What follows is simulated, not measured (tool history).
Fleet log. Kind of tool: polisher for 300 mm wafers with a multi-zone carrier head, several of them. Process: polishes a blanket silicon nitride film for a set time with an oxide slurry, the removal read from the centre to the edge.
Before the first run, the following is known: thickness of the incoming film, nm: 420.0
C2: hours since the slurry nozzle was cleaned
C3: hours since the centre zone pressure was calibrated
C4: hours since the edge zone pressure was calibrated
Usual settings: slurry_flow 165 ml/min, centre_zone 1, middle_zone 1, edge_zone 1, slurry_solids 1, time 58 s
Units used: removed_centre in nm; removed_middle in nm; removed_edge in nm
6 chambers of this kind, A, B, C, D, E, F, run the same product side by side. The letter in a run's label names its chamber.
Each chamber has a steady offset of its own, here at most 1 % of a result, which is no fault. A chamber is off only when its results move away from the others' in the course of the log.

run 1D hour=3 | slurry_flow=165 centre_zone=1 middle_zone=1 edge_zone=1 slurry_solids=1 time=58 | wafers_polished_on_this_pad=1409 C2=51.9 C3=42.4 C4=1019.1 | removed_centre=25.548 removed_middle=25.205 removed_edge=25.622
-- hour=3.9 chamber D: worn pad replaced by a new one
run 2C hour=7.5 | slurry_flow=165 centre_zone=1 middle_zone=1 edge_zone=1 slurry_solids=1 time=58 | wafers_polished_on_this_pad=318 C2=181.8 C3=361.4 C4=650.2 | removed_centre=24.925 removed_middle=25.221 removed_edge=25.315
run 3F hour=11.9 | slurry_flow=165 centre_zone=1 middle_zone=1 edge_zone=1 slurry_solids=1 time=58 | wafers_polished_on_this_pad=321 C2=173.6 C3=1043.7 C4=151.4 | removed_centre=25.425 removed_middle=25.038 removed_edge=25.566
-- hour=12.3 chamber F: centre zone pressure recalibrated
run 4E hour=14.5 | slurry_flow=165 centre_zone=1 middle_zone=1 edge_zone=1 slurry_solids=1 time=58 | wafers_polished_on_this_pad=558 C2=191.4 C3=1187.7 C4=766.5 | removed_centre=24.947 removed_middle=25.159 removed_edge=25.501
run 5A hour=19 | slurry_flow=165 centre_zone=1 middle_zone=1 edge_zone=1 slurry_solids=1 time=58 | wafers_polished_on_this_pad=539 C2=173.6 C3=653.6 C4=782.5 | removed_centre=25.539 removed_middle=25.157 removed_edge=25.372
run 6B hour=22.6 | slurry_flow=165 centre_zone=1 middle_zone=1 edge_zone=1 slurry_solids=1 time=58 | wafers_polished_on_this_pad=319 C2=443.8 C3=112.6 C4=432.3 | removed_centre=25.579 removed_middle=24.975 removed_edge=25.374
-- hour=24.4 chamber E: worn pad replaced by a new one
run 7D hour=27.1 | slurry_flow=165 centre_zone=1 middle_zone=1 edge_zone=1 slurry_solids=1 time=58 | wafers_polished_on_this_pad=299 C2=76 C3=66.5 C4=1043.2 | removed_centre=25.928 removed_middle=24.986 removed_edge=25.549
-- hour=27.6 chamber F: worn pad replaced by a new one
run 8C hour=31.6 | slurry_flow=215 centre_zone=1 middle_zone=1.1 edge_zone=1 slurry_solids=1 time=58 | wafers_polished_on_this_pad=628 C2=205.9 C3=385.5 C4=674.3 | removed_centre=27.083 removed_middle=28.994 removed_edge=25.93
run 9A hour=35.2 | slurry_flow=215 centre_zone=1 middle_zone=1.1 edge_zone=1 slurry_solids=1 time=58 | wafers_polished_on_this_pad=747 C2=189.8 C3=669.8 C4=798.7 | removed_centre=26.365 removed_middle=28.43 removed_edge=26.143
run 10B hour=37.5 | slurry_flow=215 centre_zone=1 middle_zone=1.1 edge_zone=1 slurry_solids=1 time=58 | wafers_polished_on_this_pad=511 C2=458.7 C3=127.5 C4=447.2 | removed_centre=26.416 removed_middle=28.625 removed_edge=25.737
run 11F hour=41.9 | slurry_flow=215 centre_zone=1 middle_zone=1.1 edge_zone=1 slurry_solids=1 time=58 | wafers_polished_on_this_pad=185 C2=203.6 C3=29.6 C4=181.4 | removed_centre=26.127 removed_middle=28.685 removed_edge=26.589
-- hour=42.7 chamber A: worn pad replaced by a new one
run 12E hour=44.9 | slurry_flow=215 centre_zone=1 middle_zone=1.1 edge_zone=1 slurry_solids=1 time=58 | wafers_polished_on_this_pad=265 C2=221.8 C3=1218.1 C4=796.9 | removed_centre=26.818 removed_middle=28.476 removed_edge=26.333
run 13D hour=48.4 | slurry_flow=215 centre_zone=1 middle_zone=1.1 edge_zone=1 slurry_solids=1 time=58 | wafers_polished_on_this_pad=573 C2=97.3 C3=87.8 C4=1064.5 | removed_centre=26.842 removed_middle=29.016 removed_edge=26.1
-- hour=49.7 chamber E: centre zone pressure recalibrated
run 14F hour=52 | slurry_flow=165 centre_zone=1 middle_zone=1 edge_zone=1 slurry_solids=1 time=58 | wafers_polished_on_this_pad=315 C2=213.7 C3=39.7 C4=191.5 | removed_centre=25.556 removed_middle=24.988 removed_edge=25.632
run 15B hour=54.2 | slurry_flow=165 centre_zone=1 middle_zone=1 edge_zone=0.91 slurry_solids=1 time=58 | wafers_polished_on_this_pad=726 C2=475.4 C3=144.2 C4=463.9 | removed_centre=25.206 removed_middle=25.229 removed_edge=23.76
run 16A hour=56.8 | slurry_flow=165 centre_zone=1 middle_zone=1 edge_zone=0.91 slurry_solids=1 time=58 | wafers_polished_on_this_pad=181 C2=211.4 C3=691.4 C4=820.3 | removed_centre=25.795 removed_middle=24.991 removed_edge=24.252
run 17C hour=58.8 | slurry_flow=165 centre_zone=1 middle_zone=1 edge_zone=0.91 slurry_solids=1 time=58 | wafers_polished_on_this_pad=979 C2=233.1 C3=412.7 C4=701.5 | removed_centre=26.051 removed_middle=25.094 removed_edge=24.022
run 18E hour=61.7 | slurry_flow=165 centre_zone=1 middle_zone=1 edge_zone=0.91 slurry_solids=1 time=58 | wafers_polished_on_this_pad=481 C2=238.6 C3=12 C4=813.7 | removed_centre=25.258 removed_middle=25.772 removed_edge=23.934
run 19C hour=65.3 | slurry_flow=165 centre_zone=1 middle_zone=1 edge_zone=0.91 slurry_solids=1 time=58 | wafers_polished_on_this_pad=1062 C2=239.6 C3=419.2 C4=708 | removed_centre=26.194 removed_middle=24.819 removed_edge=24.103
-- hour=65.9 chamber C: edge zone pressure recalibrated
-- hour=67.4 chamber C: worn pad replaced by a new one
run 20F hour=69.5 | slurry_flow=165 centre_zone=1 middle_zone=1 edge_zone=0.91 slurry_solids=1 time=58 | wafers_polished_on_this_pad=540 C2=231.2 C3=57.2 C4=209 | removed_centre=25.567 removed_middle=25.47 removed_edge=24.333
run 21A hour=73.2 | slurry_flow=210 centre_zone=1 middle_zone=1 edge_zone=1 slurry_solids=1 time=58 | wafers_polished_on_this_pad=393 C2=227.8 C3=707.8 C4=836.7 | removed_centre=26.472 removed_middle=26.026 removed_edge=26.17
-- hour=74.2 chamber E: worn pad replaced by a new one
run 22D hour=75.2 | slurry_flow=210 centre_zone=1 middle_zone=1 edge_zone=1 slurry_solids=1 time=58 | wafers_polished_on_this_pad=919 C2=124.1 C3=114.6 C4=1091.3 | removed_centre=26.79 removed_middle=26.248 removed_edge=26.301
-- hour=75.5 chamber B: worn pad replaced by a new one
-- hour=75.9 chamber F: worn pad replaced by a new one
run 23E hour=77.6 | slurry_flow=210 centre_zone=1 middle_zone=1 edge_zone=1 slurry_solids=1 time=58 | wafers_polished_on_this_pad=44 C2=254.5 C3=27.9 C4=829.6 | removed_centre=26.102 removed_middle=26.2 removed_edge=26.088
run 24B hour=81 | slurry_flow=210 centre_zone=1 middle_zone=1 edge_zone=1 slurry_solids=1 time=58 | wafers_polished_on_this_pad=72 C2=502.2 C3=171 C4=490.7 | removed_centre=26.519 removed_middle=26.102 removed_edge=26.595
run 25F hour=84.3 | slurry_flow=210 centre_zone=1 middle_zone=1 edge_zone=1 slurry_solids=1 time=58 | wafers_polished_on_this_pad=108 C2=246 C3=72 C4=223.8 | removed_centre=26.617 removed_middle=26.19 removed_edge=26.258
run 26A hour=86.7 | slurry_flow=210 centre_zone=1 middle_zone=1 edge_zone=1 slurry_solids=1 time=58 | wafers_polished_on_this_pad=567 C2=241.3 C3=721.3 C4=850.2 | removed_centre=26.248 removed_middle=26.64 removed_edge=26.109
run 27E hour=89.7 | slurry_flow=165 centre_zone=1 middle_zone=1 edge_zone=1 slurry_solids=1 time=58 | wafers_polished_on_this_pad=199 C2=266.6 C3=40 C4=841.7 | removed_centre=24.954 removed_middle=25.423 removed_edge=25.035
-- hour=91.7 chamber D: edge zone pressure recalibrated
run 28D hour=94 | slurry_flow=165 centre_zone=1 middle_zone=1.07 edge_zone=1 slurry_solids=1 time=77 | wafers_polished_on_this_pad=1161 C2=142.9 C3=133.4 C4=2.4 | removed_centre=33.938 removed_middle=35.38 removed_edge=33.674
run 29C hour=96.8 | slurry_flow=165 centre_zone=1 middle_zone=1.07 edge_zone=1 slurry_solids=1 time=77 | wafers_polished_on_this_pad=379 C2=271.1 C3=450.7 C4=30.9 | removed_centre=35.275 removed_middle=35.522 removed_edge=33.723
run 30B hour=99.9 | slurry_flow=165 centre_zone=1 middle_zone=1.07 edge_zone=1 slurry_solids=1 time=77 | wafers_polished_on_this_pad=315 C2=521.1 C3=189.9 C4=509.6 | removed_centre=33.76 removed_middle=35.582 removed_edge=33.725
run 31A hour=102.5 | slurry_flow=165 centre_zone=1 middle_zone=1.07 edge_zone=1 slurry_solids=1 time=77 | wafers_polished_on_this_pad=770 C2=257.1 C3=737.1 C4=866 | removed_centre=33.965 removed_middle=36.17 removed_edge=34.252
run 32B hour=106 | slurry_flow=165 centre_zone=1 middle_zone=1.07 edge_zone=1 slurry_solids=1 time=77 | wafers_polished_on_this_pad=394 C2=527.2 C3=196 C4=515.7 | removed_centre=33.392 removed_middle=35.514 removed_edge=34.072
run 33C hour=109.9 | slurry_flow=165 centre_zone=1 middle_zone=1.07 edge_zone=1 slurry_solids=1 time=77 | wafers_polished_on_this_pad=548 C2=284.2 C3=463.8 C4=44 | removed_centre=36.165 removed_middle=36.441 removed_edge=34.061
run 34F hour=112.9 | slurry_flow=165 centre_zone=1 middle_zone=1 edge_zone=1 slurry_solids=1 time=58 | wafers_polished_on_this_pad=477 C2=274.6 C3=100.6 C4=252.4 | removed_centre=25.264 removed_middle=24.897 removed_edge=25.676
run 35E hour=116.5 | slurry_flow=165 centre_zone=0.89 middle_zone=1 edge_zone=1 slurry_solids=1 time=58 | wafers_polished_on_this_pad=545 C2=293.4 C3=66.8 C4=868.5 | removed_centre=22.1 removed_middle=25.642 removed_edge=25.685
-- hour=117.2 chamber A: worn pad replaced by a new one
run 36D hour=119 | slurry_flow=165 centre_zone=0.89 middle_zone=1 edge_zone=1 slurry_solids=1 time=58 | wafers_polished_on_this_pad=1483 C2=167.9 C3=158.4 C4=27.4 | removed_centre=22.295 removed_middle=25.375 removed_edge=25.708
-- hour=120 chamber D: worn pad replaced by a new one
run 37D hour=121.2 | slurry_flow=165 centre_zone=0.89 middle_zone=1 edge_zone=1 slurry_solids=1 time=58 | wafers_polished_on_this_pad=15 C2=170.1 C3=160.6 C4=29.6 | removed_centre=22.473 removed_middle=25.443 removed_edge=25.328
run 38E hour=123.2 | slurry_flow=165 centre_zone=0.89 middle_zone=1 edge_zone=1 slurry_solids=1 time=58 | wafers_polished_on_this_pad=631 C2=300.1 C3=73.5 C4=875.2 | removed_centre=22.234 removed_middle=25.41 removed_edge=25.329
run 39A hour=126.7 | slurry_flow=165 centre_zone=0.89 middle_zone=1 edge_zone=1 slurry_solids=1 time=58 | wafers_polished_on_this_pad=122 C2=281.3 C3=761.3 C4=890.2 | removed_centre=22.513 removed_middle=24.995 removed_edge=25.398

Next, all 6 chambers run the settings below, one line each with question marks for the results. What does each chamber give?
run 40A hour=130 | slurry_flow=115 centre_zone=1 middle_zone=1 edge_zone=1 slurry_solids=1 time=58 | removed_centre=? removed_middle=? removed_edge=?
run 40B hour=130 | slurry_flow=115 centre_zone=1 middle_zone=1 edge_zone=1 slurry_solids=1 time=58 | removed_centre=? removed_middle=? removed_edge=?
run 40C hour=130 | slurry_flow=115 centre_zone=1 middle_zone=1 edge_zone=1 slurry_solids=1 time=58 | removed_centre=? removed_middle=? removed_edge=?
run 40D hour=130 | slurry_flow=115 centre_zone=1 middle_zone=1 edge_zone=1 slurry_solids=1 time=58 | removed_centre=? removed_middle=? removed_edge=?
run 40E hour=130 | slurry_flow=115 centre_zone=1 middle_zone=1 edge_zone=1 slurry_solids=1 time=58 | removed_centre=? removed_middle=? removed_edge=?
run 40F hour=130 | slurry_flow=115 centre_zone=1 middle_zone=1 edge_zone=1 slurry_solids=1 time=58 | removed_centre=? removed_middle=? removed_edge=?

run=40A removed_centre=23.197 removed_middle=23.126 removed_edge=24.342
run=40B removed_centre=23.124 removed_middle=23.171 removed_edge=24.03
run=40C removed_centre=25.091 removed_middle=23.646 removed_edge=24.399
run=40D removed_centre=23.424 removed_middle=23.414 removed_edge=23.782
run=40E removed_centre=23.048 removed_middle=23.415 removed_edge=24.121
run=40F removed_centre=23.333 removed_middle=23.554 removed_edge=23.965
